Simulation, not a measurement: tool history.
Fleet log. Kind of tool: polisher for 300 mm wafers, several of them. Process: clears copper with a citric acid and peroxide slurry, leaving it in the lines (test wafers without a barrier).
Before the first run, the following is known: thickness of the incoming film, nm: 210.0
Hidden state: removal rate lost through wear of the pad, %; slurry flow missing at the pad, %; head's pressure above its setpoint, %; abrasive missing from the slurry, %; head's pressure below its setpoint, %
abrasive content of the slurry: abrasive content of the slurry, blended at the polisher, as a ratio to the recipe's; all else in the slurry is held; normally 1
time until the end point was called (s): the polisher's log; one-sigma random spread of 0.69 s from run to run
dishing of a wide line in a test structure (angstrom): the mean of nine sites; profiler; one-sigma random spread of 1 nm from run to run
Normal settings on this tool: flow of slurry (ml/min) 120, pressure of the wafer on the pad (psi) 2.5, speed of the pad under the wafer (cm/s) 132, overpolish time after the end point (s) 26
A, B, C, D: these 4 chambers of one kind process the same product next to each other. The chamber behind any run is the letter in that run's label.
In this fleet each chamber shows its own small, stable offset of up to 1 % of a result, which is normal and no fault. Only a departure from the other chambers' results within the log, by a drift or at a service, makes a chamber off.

| run | day | flow of slurry (ml/min) | pressure of the wafer on the pad (psi) | speed of the pad under the wafer (cm/s) | abrasive content of the slurry | overpolish time after the end point (s) | wafers polished on this pad | hours since the slurry nozzle was cleaned | hours since the head pressure was calibrated | hours since the slurry blender was calibrated | time until the end point was called (s) | dishing of a wide line in a test structure (angstrom) |
|---|---|---|---|---|---|---|---|---|---|---|---|---|
| 1D | 0.167 | 120 | 2.5 | 132 | 1 | 26 | 262 | 24.8 | 145.7 | 14.3 | 79.174 | 446.8 |
| 2A | 0.329 | 120 | 2.5 | 132 | 1 | 26 | 528 | 215.4 | 269.8 | 39 | 78.02 | 464.09 |
| 3B | 0.467 | 120 | 2.5 | 132 | 1 | 26 | 425 | 419.7 | 416.1 | 64 | 77.468 | 457.03 |
| 4C | 0.667 | 120 | 2.5 | 132 | 1 | 26 | 192 | 491.5 | 214.3 | 138.4 | 78.757 | 462.43 |
| 5B | 0.825 | 120 | 2.5 | 132 | 1 | 26 | 504 | 428.3 | 424.7 | 72.6 | 78.322 | 458.77 |
| 6A | 0.979 | 135 | 2.5 | 132 | 1 | 26 | 670 | 231 | 285.4 | 54.6 | 77.912 | 492.87 |
| 7C | 1.083 | 135 | 2.5 | 132 | 1 | 26 | 282 | 501.5 | 224.3 | 148.4 | 76.17 | 461.92 |
|  | 1.121 | chamber C: slurry blender recalibrated |
| 8D | 1.254 | 135 | 2.5 | 132 | 1 | 26 | 499 | 50.9 | 171.8 | 40.4 | 76.901 | 444.83 |
| 9C | 1.408 | 135 | 2.5 | 132 | 1 | 26 | 353 | 509.3 | 232.1 | 6.9 | 76.393 | 465.52 |
| 10D | 1.558 | 120 | 2.5 | 132 | 1 | 26 | 566 | 58.2 | 179.1 | 47.7 | 78.43 | 458.45 |
| 11A | 1.688 | 120 | 2.5 | 132 | 1 | 26 | 824 | 248 | 302.4 | 71.6 | 78.582 | 447.89 |
|  | 1.712 | chamber D: worn pad replaced by a new one |
| 12B | 1.812 | 120 | 2.5 | 132 | 1 | 26 | 719 | 452 | 448.4 | 96.3 | 78.506 | 457.2 |
| 13A | 1.921 | 120 | 2.5 | 132 | 1 | 26 | 875 | 253.6 | 308 | 77.2 | 77.486 | 468.71 |
| 14B | 2.079 | 120 | 2.5 | 132 | 1 | 26 | 777 | 458.4 | 454.8 | 102.7 | 79.228 | 458.1 |
| 15D | 2.254 | 120 | 2.5 | 132 | 1 | 26 | 118 | 74.9 | 195.8 | 64.4 | 78.482 | 457.4 |
| 16C | 2.45 | 120 | 2.5 | 132 | 1 | 26 | 581 | 534.3 | 257.1 | 31.9 | 79.782 | 472.94 |
| 17D | 2.629 | 120 | 2.5 | 132 | 1 | 26 | 200 | 83.9 | 204.8 | 73.4 | 78.872 | 470.35 |
|  | 2.708 | chamber A: worn pad replaced by a new one |
| 18B | 2.742 | 120 | 2.5 | 132 | 1 | 26 | 922 | 474.3 | 470.7 | 118.6 | 80.193 | 457 |
|  | 2.821 | chamber A: slurry blender recalibrated |
| 19C | 2.938 | 120 | 2.5 | 132 | 1 | 26 | 687 | 546 | 268.8 | 43.6 | 77.294 | 446.93 |
| 20A | 3.142 | 120 | 2.5 | 132 | 1 | 26 | 95 | 282.9 | 337.3 | 7.7 | 79.049 | 483.19 |
| 21B | 3.292 | 120 | 2.5 | 132 | 1 | 26 | 1042 | 487.5 | 483.9 | 131.8 | 77.256 | 461.26 |
| 22C | 3.458 | 145 | 2.5 | 132 | 1 | 26 | 800 | 558.5 | 281.3 | 56.1 | 74.98 | 481.63 |
| 23A | 3.65 | 145 | 2.5 | 132 | 1 | 26 | 205 | 295.1 | 349.5 | 19.9 | 75.841 | 488.17 |
| 24D | 3.75 | 145 | 2.5 | 132 | 1 | 26 | 444 | 110.8 | 231.7 | 100.3 | 75.898 | 469.35 |
| 25C | 3.908 | 145 | 2.5 | 132 | 1 | 26 | 899 | 569.3 | 292.1 | 66.9 | 77.146 | 480.87 |
|  | 4.058 | chamber B: worn pad replaced by a new one |
| 26D | 4.062 | 120 | 2.5 | 132 | 1 | 26 | 512 | 118.3 | 239.2 | 107.8 | 79.683 | 488.14 |
|  | 4.112 | chamber C: worn pad replaced by a new one |
| 27B | 4.212 | 120 | 2.5 | 132 | 0.9 | 26 | 33 | 509.6 | 506 | 153.9 | 79.111 | 447.55 |
|  | 4.229 | chamber D: worn pad replaced by a new one |
| 28A | 4.329 | 120 | 2.5 | 132 | 0.9 | 26 | 354 | 311.4 | 365.8 | 36.2 | 81.885 | 474 |
| 29C | 4.433 | 120 | 2.5 | 132 | 0.9 | 26 | 70 | 581.9 | 304.7 | 79.5 | 80.456 | 459.81 |
| 30D | 4.533 | 120 | 2.5 | 132 | 0.9 | 26 | 66 | 129.6 | 250.5 | 119.1 | 80.529 | 465.94 |
| 31A | 4.646 | 120 | 2.5 | 132 | 1 | 26 | 423 | 319 | 373.4 | 43.8 | 79.527 | 458.61 |
| 32B | 4.833 | 120 | 2.5 | 132 | 1.15 | 21 | 169 | 524.5 | 520.9 | 168.8 | 76.002 | 410.21 |
|  | 4.975 | chamber D: slurry blender recalibrated |
| 33D | 5.029 | 120 | 2.5 | 132 | 1.15 | 21 | 174 | 141.5 | 262.4 | 1.4 | 76.539 | 398.26 |
| 34A | 5.192 | 120 | 2.5 | 132 | 1.15 | 21 | 542 | 332.1 | 386.5 | 56.9 | 75.76 | 401.98 |
| 35B | 5.333 | 120 | 2.5 | 132 | 1.15 | 21 | 278 | 536.5 | 532.9 | 180.8 | 75.145 | 390.38 |
| 36C | 5.45 | 120 | 2.5 | 132 | 1.15 | 26 | 292 | 606.3 | 329.1 | 103.9 | 76.587 | 484.42 |
| 37D | 5.542 | 120 | 2.5 | 132 | 1.15 | 26 | 286 | 153.8 | 274.7 | 13.7 | 77.139 | 471.78 |
|  | 5.683 | chamber B: slurry blender recalibrated |
| 38A | 5.692 | 120 | 2.5 | 132 | 1.15 | 26 | 651 | 344.1 | 398.5 | 68.9 | 75.739 | 493.63 |
| 39B | 5.821 | 120 | 2.5 | 132 | 1.15 | 26 | 384 | 548.2 | 544.6 | 3.4 | 76.368 | 471.25 |
| 40C | 5.946 | 120 | 2.5 | 132 | 1 | 26 | 400 | 618.2 | 341 | 115.8 | 79.939 | 451.16 |
| 41D | 6.15 | 120 | 2.5 | 132 | 0.8 | 26 | 418 | 168.4 | 289.3 | 28.3 | 84.594 | 432.85 |
|  | 6.154 | chamber C: slurry blender recalibrated |
| 42C | 6.258 | 120 | 2.5 | 132 | 0.8 | 26 | 468 | 625.7 | 348.5 | 2.6 | 82.691 | 438.06 |
| 43A | 6.379 | 120 | 2.5 | 132 | 0.8 | 26 | 801 | 360.6 | 415 | 85.4 | 84.76 | 464.56 |

All chambers now run identical settings, listed one chamber a line with results as question marks. What results will each chamber show?
| 44A | 6.525 | 120 | 2.5 | 132 | 1 | 26 |  |  |  |  | ? | ? |
| 44B | 6.525 | 120 | 2.5 | 132 | 1 | 26 |  |  |  |  | ? | ? |
| 44C | 6.525 | 120 | 2.5 | 132 | 1 | 26 |  |  |  |  | ? | ? |
| 44D | 6.525 | 120 | 2.5 | 132 | 1 | 26 |  |  |  |  | ? | ? |

| run | time until the end point was called (s) | dishing of a wide line in a test structure (angstrom) |
|---|---|---|
| 44A | 78.263 | 466.48 |
| 44B | 76.739 | 453.36 |
| 44C | 78.774 | 460.55 |
| 44D | 78.304 | 463.49 |

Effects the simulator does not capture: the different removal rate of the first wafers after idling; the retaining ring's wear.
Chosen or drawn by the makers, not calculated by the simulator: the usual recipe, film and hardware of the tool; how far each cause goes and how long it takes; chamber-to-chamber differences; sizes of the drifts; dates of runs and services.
